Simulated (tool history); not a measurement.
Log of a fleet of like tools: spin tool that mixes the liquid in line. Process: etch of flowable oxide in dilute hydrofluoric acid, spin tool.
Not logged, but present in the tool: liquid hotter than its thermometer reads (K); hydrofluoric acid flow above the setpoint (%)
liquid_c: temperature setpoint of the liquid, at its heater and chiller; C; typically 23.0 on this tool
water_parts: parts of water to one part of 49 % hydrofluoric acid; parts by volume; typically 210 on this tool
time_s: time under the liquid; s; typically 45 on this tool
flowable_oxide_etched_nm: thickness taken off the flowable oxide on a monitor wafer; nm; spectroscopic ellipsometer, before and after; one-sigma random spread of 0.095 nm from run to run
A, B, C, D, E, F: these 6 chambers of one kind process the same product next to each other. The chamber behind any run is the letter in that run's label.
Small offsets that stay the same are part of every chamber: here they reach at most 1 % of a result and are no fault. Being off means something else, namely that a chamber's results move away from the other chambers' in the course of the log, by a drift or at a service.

run,hour,liquid_c,water_parts,time_s,hours since the thermometer was replaced,hours since the hydrofluoric acid flow meter was replaced,"read-back film thickness of the flowable oxide reference wafer, read on the same gauge (nm)",flowable_oxide_etched_nm
# hour 3.0: chamber B: thermometer replaced
1B,5.5,23.0,210,45,2.5,514.3,29.999,10.2680
2F,12.8,23.0,210,45,603.8,1228.8,30.002,10.2100
3E,19.6,23.0,210,45,395.9,459.0,30.009,10.2490
4D,26.4,23.0,210,45,375.3,180.1,30.020,10.3100
5A,33.1,23.0,210,45,508.4,1070.5,30.001,10.4470
6C,40.8,23.0,210,45,1305.4,1328.4,29.990,10.5610
7A,47.9,23.0,210,45,523.2,1085.3,29.998,10.5090
8C,51.5,25.0,115,45,1316.1,1339.1,29.993,22.8520
9F,55.4,25.0,115,45,646.4,1271.4,29.981,22.7690
10B,60.6,25.0,115,45,57.6,569.4,30.006,23.1480
11D,65.2,25.0,115,45,414.1,218.9,29.999,23.0350
12E,70.4,25.0,115,45,446.7,509.8,29.990,22.5360
13A,76.3,25.0,115,45,551.6,1113.7,30.010,22.4960
14C,83.4,23.0,210,45,1348.0,1371.0,29.989,10.4050
15E,88.2,23.0,210,45,464.5,527.6,30.004,10.3160
16B,94.0,23.0,210,45,91.0,602.8,30.031,10.3400
17D,101.8,23.0,210,45,450.7,255.5,29.989,10.3370
18F,106.4,23.0,210,45,697.4,1322.4,29.978,10.3540
19A,113.2,23.0,210,45,588.5,1150.6,29.983,10.3920
20E,119.0,23.0,210,45,495.3,558.4,30.020,10.3440
21B,124.7,23.0,210,45,121.7,633.5,30.033,10.3980
22F,128.9,23.0,210,45,719.9,1344.9,29.983,10.3140
23C,134.5,23.0,255,45,1399.1,1422.1,30.000,8.1799
24D,139.1,23.0,255,45,488.0,292.8,30.006,8.2176
25B,142.6,23.0,255,45,139.6,651.4,30.009,8.1756
26E,149.5,23.0,255,45,525.8,588.9,29.987,8.0995
27D,155.8,23.0,255,45,504.7,309.5,30.030,8.0481
28F,160.1,23.0,255,45,751.1,1376.1,29.974,8.4023
29A,167.6,25.5,210,45,642.9,1205.0,29.987,11.2150
30C,174.2,25.5,210,45,1438.8,1461.8,29.999,11.6770
31E,179.9,25.5,210,45,556.2,619.3,29.986,11.4660
32D,185.8,25.5,210,45,534.7,339.5,29.991,11.1240
33C,193.2,25.5,210,45,1457.8,1480.8,29.980,11.3230
34B,197.9,25.5,210,45,194.9,706.7,29.988,11.4970
35F,204.3,20.0,210,45,795.3,1420.3,29.998,9.3319
36A,211.8,20.0,210,45,687.1,1249.2,29.993,9.4284
37E,217.5,20.0,210,45,593.8,656.9,30.021,9.2171

Is one chamber out of step, is the gauge drifting, or do the chambers differ by no more than their own small offsets? For an off chamber, give its letter and the likeliest cause.

All chambers stay in line apart from their small fixed offsets, and the gauge does not drift.

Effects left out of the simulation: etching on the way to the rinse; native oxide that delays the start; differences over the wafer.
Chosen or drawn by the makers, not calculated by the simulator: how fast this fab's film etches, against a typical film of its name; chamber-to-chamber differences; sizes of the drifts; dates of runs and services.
